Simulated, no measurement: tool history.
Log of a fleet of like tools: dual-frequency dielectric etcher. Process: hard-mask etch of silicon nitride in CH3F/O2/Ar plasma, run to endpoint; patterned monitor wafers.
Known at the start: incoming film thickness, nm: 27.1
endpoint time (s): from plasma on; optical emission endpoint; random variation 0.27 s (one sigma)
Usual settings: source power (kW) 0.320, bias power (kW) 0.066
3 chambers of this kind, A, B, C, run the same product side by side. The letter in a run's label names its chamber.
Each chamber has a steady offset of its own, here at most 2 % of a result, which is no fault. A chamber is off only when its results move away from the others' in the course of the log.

run	day	source power (kW)	bias power (kW)	endpoint time (s)
1A	0.458	0.320	0.066	44.482
2C	0.696	0.320	0.066	43.529
3B	1.225	0.320	0.066	44.271
4B	1.571	0.320	0.066	43.964
5C	2.104	0.320	0.066	43.447
6A	2.554	0.320	0.066	44.780
7B	2.950	0.320	0.058	46.142
8C	3.275	0.320	0.058	45.299
9A	3.579	0.320	0.058	46.393
10B	3.829	0.320	0.066	44.132
11A	4.350	0.320	0.066	44.521
12C	4.667	0.320	0.076	42.065
13C	5.183	0.320	0.076	41.546
14A	5.496	0.320	0.076	42.345
# day 5.579: chamber A: wet clean of the chamber
15B	6.038	0.260	0.074	46.014
16B	6.279	0.260	0.074	46.055
17A	6.650	0.260	0.074	46.478
18C	7.175	0.320	0.066	43.841
19B	7.442	0.320	0.066	44.398
20C	7.867	0.320	0.066	43.648
21A	8.312	0.320	0.066	44.218
22C	8.829	0.320	0.066	43.962
23B	9.288	0.320	0.066	43.925
24A	9.583	0.320	0.066	44.501
25C	10.088	0.320	0.066	43.694
26A	10.604	0.280	0.056	49.936
27B	10.971	0.280	0.056	48.708
28B	11.508	0.280	0.056	48.976
29C	11.908	0.320	0.066	43.511
30A	12.167	0.390	0.066	41.631
31B	12.529	0.390	0.066	40.348
32C	12.971	0.390	0.066	40.370
33A	13.471	0.320	0.066	44.749
34B	13.879	0.320	0.066	43.496
35A	14.242	0.320	0.066	44.875
36C	14.754	0.320	0.066	44.084
37A	15.138	0.320	0.066	44.569
38C	15.475	0.320	0.066	43.575
39B	16.012	0.320	0.066	43.038
40A	16.508	0.320	0.066	44.434
41B	16.875	0.320	0.066	42.812
42C	17.279	0.320	0.066	43.455
43B	17.554	0.290	0.052	48.331
44C	18.025	0.290	0.052	49.473

What goes on in this fleet: one chamber off, a drifting gauge, or nothing beyond the chambers' own small offsets? Name the chamber and the cause, if any.

Chamber B drifts away from the others.
Cause: etch rate over this chamber's usual, % = 3.66.

Here are 4 candidates for chamber B's next run, each the usual settings with a change, their results left as question marks. Which one brings its results back in line with what the others give on the usual settings?
In line means no further than this from the other chambers' mean on the usual settings: endpoint time (s) 0.940
45B-1	18.417	0.290	0.060	?
45B-2	18.417	0.340	0.069	?
45B-3	18.417	0.320	0.080	?
45B-4	18.417	0.320	0.059	?

The other chambers' mean on the usual settings: endpoint time (s) 44.147
run	endpoint time (s)
45B-1	45.705
45B-2	40.993
45B-3	39.830
45B-4	44.249
45B-4 brings the chamber back in line.
